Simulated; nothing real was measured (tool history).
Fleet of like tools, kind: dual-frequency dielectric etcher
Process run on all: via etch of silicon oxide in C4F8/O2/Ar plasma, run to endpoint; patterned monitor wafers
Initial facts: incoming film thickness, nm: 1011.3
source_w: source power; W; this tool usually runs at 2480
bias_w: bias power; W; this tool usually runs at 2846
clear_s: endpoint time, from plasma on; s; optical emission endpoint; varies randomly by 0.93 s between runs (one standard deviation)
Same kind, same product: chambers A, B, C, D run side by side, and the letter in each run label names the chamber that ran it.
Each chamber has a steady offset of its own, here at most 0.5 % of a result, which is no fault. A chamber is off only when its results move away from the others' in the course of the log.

run   hour  source_w  bias_w  clear_s
 1D    8.6      2480    2846    165.4
 2B     21      2480    2846   164.74
 3A   32.4      2480    2846   165.46
      37.5  -- chamber B: wet clean of the chamber
 4C   43.5      2480    2846   165.24
 5D   49.3      2480    2846   164.74
 6A   61.1      2480    2846   163.48
 7B   73.5      2480    2846   165.21
 8C   82.8      2480    2846   168.18
 9D   92.7      2480    2846   165.83
10C  101.7      2480    2846   164.65
11B    108      2480    2846   165.33
12A  115.6      2480    2846   164.43
13D  127.8      2480    2846   165.78
14A  135.1      2480    2846   165.19
15B    146      2480    2846   165.87
16C  156.3      2480    2846   162.61
17B  167.4      2480    2846   166.14
18D  178.5      2480    2846    163.1
19A  187.9      2480    2846   164.76
20C  198.7      2480    2846   160.86
21C  211.5      2480    2846   158.99
22D    219      2480    3396   155.36
23B  230.6      2480    3396    157.1
24A  238.6      2480    3396   155.72

Does one chamber stand apart from the rest, does the shared gauge drift, or is all well apart from small per-chamber offsets? Give the chamber and the most likely cause, where there is one.

Chamber C drifts away from the others.
Likeliest cause: etch rate over this chamber's usual, % = 5.22.

Chamber C could run next with any of the 4 candidate recipes listed below; each alters the usual settings, and their results appear as question marks. Which one brings its results back in line with what the other chambers deliver on the usual settings?
To be in line, a result may differ from the other chambers' mean on the usual settings by at most: clear_s 3.3 s
25C-1  247.8      2300    2680        ?
25C-2  247.8      2480    2746        ?
25C-3  247.8      2660    3012        ?
25C-4  247.8      2520    2884        ?

Other chambers, usual settings, mean: clear_s 165.02 s
  run  clear_s
25C-1   165.69
25C-2    159.7
25C-3   151.05
25C-4   156.34
25C-1 puts the chamber back in line with the other chambers.

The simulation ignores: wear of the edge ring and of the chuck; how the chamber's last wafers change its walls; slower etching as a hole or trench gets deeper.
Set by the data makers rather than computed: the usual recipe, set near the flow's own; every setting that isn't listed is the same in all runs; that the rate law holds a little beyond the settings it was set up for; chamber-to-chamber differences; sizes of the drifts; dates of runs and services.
